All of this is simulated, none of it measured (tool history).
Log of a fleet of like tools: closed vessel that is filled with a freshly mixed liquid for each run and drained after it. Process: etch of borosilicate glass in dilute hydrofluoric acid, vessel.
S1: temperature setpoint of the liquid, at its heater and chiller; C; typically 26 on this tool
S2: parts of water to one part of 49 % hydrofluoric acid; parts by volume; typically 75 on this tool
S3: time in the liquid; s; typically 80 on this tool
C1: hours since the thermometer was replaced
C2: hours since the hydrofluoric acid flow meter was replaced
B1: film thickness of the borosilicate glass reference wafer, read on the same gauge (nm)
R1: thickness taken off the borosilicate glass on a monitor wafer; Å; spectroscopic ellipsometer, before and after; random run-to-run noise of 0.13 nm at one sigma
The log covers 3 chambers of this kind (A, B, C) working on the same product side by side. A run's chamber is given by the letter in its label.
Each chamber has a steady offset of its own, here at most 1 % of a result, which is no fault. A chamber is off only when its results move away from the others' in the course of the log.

Run 1B, day 0.25: usual settings; C1 1554.7; C2 142.5; B1 110.02. Result: R1 358.4 Å.
Run 2A, day 0.462: usual settings; C1 2508.9; C2 570.5; B1 110.01. Result: R1 357.21 Å.
Run 3C, day 0.608: usual settings; C1 381.1; C2 1574.2; B1 110. Result: R1 357.52 Å.
Run 4B, day 0.742: usual settings; C1 1566.5; C2 154.3; B1 110. Result: R1 357.94 Å.
Run 5A, day 0.921: usual settings; C1 2519.9; C2 581.5; B1 109.97. Result: R1 355.58 Å.
Run 6C, day 1.146: usual settings; C1 394; C2 1587.1; B1 110.03. Result: R1 354.94 Å.
Run 7B, day 1.325: usual settings; C1 1580.5; C2 168.3; B1 110.02. Result: R1 358.91 Å.
Run 8C, day 1.533: usual settings but S2 40 parts by volume; C1 403.3; C2 1596.4; B1 109.99. Result: R1 700 Å.
Run 9A, day 1.738: usual settings but S2 40 parts by volume; C1 2539.5; C2 601.1; B1 109.99. Result: R1 688.91 Å.
Run 10C, day 1.992: usual settings but S2 40 parts by volume; C1 414.3; C2 1607.4; B1 110.01. Result: R1 702.11 Å.
Run 11B, day 2.238: usual settings; C1 1602.4; C2 190.2; B1 109.98. Result: R1 360.46 Å.
Run 12A, day 2.362: usual settings; C1 2554.5; C2 616.1; B1 110. Result: R1 355.13 Å.
Run 13B, day 2.596: usual settings; C1 1611; C2 198.8; B1 109.97. Result: R1 359.43 Å.
Run 14A, day 2.783: usual settings; C1 2564.6; C2 626.2; B1 109.98. Result: R1 354 Å.
Run 15C, day 2.917: usual settings; C1 436.5; C2 1629.6; B1 109.97. Result: R1 358.93 Å.
Run 16B, day 3.108: usual settings; C1 1623.3; C2 211.1; B1 109.99. Result: R1 360.86 Å.
Run 17A, day 3.317: usual settings; C1 2577.4; C2 639; B1 110. Result: R1 356.11 Å.
Run 18C, day 3.462: usual settings; C1 449.6; C2 1642.7; B1 110. Result: R1 358.3 Å.
Run 19C, day 3.596: usual settings; C1 452.8; C2 1645.9; B1 109.99. Result: R1 355.83 Å.
Run 20B, day 3.808: usual settings; C1 1640.1; C2 227.9; B1 110.01. Result: R1 359.4 Å.
Run 21A, day 3.967: usual settings; C1 2593; C2 654.6; B1 109.98. Result: R1 355.16 Å.
Run 22B, day 4.233: usual settings; C1 1650.3; C2 238.1; B1 110. Result: R1 360.98 Å.

The same settings go to every chamber for the next run, one line per chamber below. Forecast the results for each:
Run 23A, day 4.425: usual settings but S1 29 C. Result: R1 ?.
Run 23B, day 4.425: usual settings but S1 29 C. Result: R1 ?.
Run 23C, day 4.425: usual settings but S1 29 C. Result: R1 ?.

run      R1
23A  397.38
23B  404.88
23C  403.33
